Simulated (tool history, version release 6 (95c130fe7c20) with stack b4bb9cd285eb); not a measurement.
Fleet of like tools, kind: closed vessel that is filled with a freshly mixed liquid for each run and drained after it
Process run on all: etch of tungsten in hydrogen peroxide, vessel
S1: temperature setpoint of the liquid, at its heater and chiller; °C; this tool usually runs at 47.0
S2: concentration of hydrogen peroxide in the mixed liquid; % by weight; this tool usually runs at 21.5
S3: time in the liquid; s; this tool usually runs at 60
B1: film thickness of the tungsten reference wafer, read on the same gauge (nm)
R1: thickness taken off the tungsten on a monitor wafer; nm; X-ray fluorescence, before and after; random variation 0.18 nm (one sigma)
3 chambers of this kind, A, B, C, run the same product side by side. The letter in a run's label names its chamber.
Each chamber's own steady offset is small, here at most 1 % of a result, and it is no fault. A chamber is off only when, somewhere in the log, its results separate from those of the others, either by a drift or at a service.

run,day,S1,S2,S3,B1,R1
# day 0.046: chamber C: new drum of peroxide connected
1C,0.304,47.0,21.5,60,110.02,44.487
2A,0.492,47.0,21.5,60,110.02,43.190
3B,0.700,47.0,21.5,60,110.03,43.318
4C,0.950,47.0,21.5,60,110.01,44.157
5B,1.188,47.0,21.5,60,110.00,43.663
6A,1.425,47.0,21.5,60,110.00,43.225
7A,1.621,47.0,21.5,60,109.99,43.462
8C,1.950,47.0,21.5,60,109.98,44.496
9B,2.150,47.0,21.5,60,110.01,43.315
10A,2.508,47.0,21.5,60,109.99,43.281
11C,2.742,47.0,21.5,60,109.96,44.227
12B,3.058,47.0,21.5,60,109.99,43.087
# day 3.083: chamber C: thermometer replaced
13C,3.225,47.0,21.5,60,109.95,43.911
14B,3.450,47.0,21.5,95,109.99,67.958
15A,3.796,47.0,21.5,95,110.00,68.912
16A,4.075,47.0,21.5,95,110.01,69.294
17B,4.267,47.0,21.5,60,110.02,42.593
18C,4.583,47.0,21.5,60,109.98,44.052
19C,4.833,47.0,21.5,60,109.98,44.238
20A,5.138,47.0,21.5,60,110.00,43.409
21B,5.442,47.0,21.5,60,109.97,42.288
22B,5.692,55.5,21.5,30,109.97,35.105
23A,5.954,55.5,21.5,30,110.00,36.585

For the next run the whole fleet of 3 chambers uses the same settings. Give each chamber's results:
24A,6.217,47.0,28.0,60,,?
24B,6.217,47.0,28.0,60,,?
24C,6.217,47.0,28.0,60,,?

run,R1
24A,49.724
24B,48.129
24C,50.595
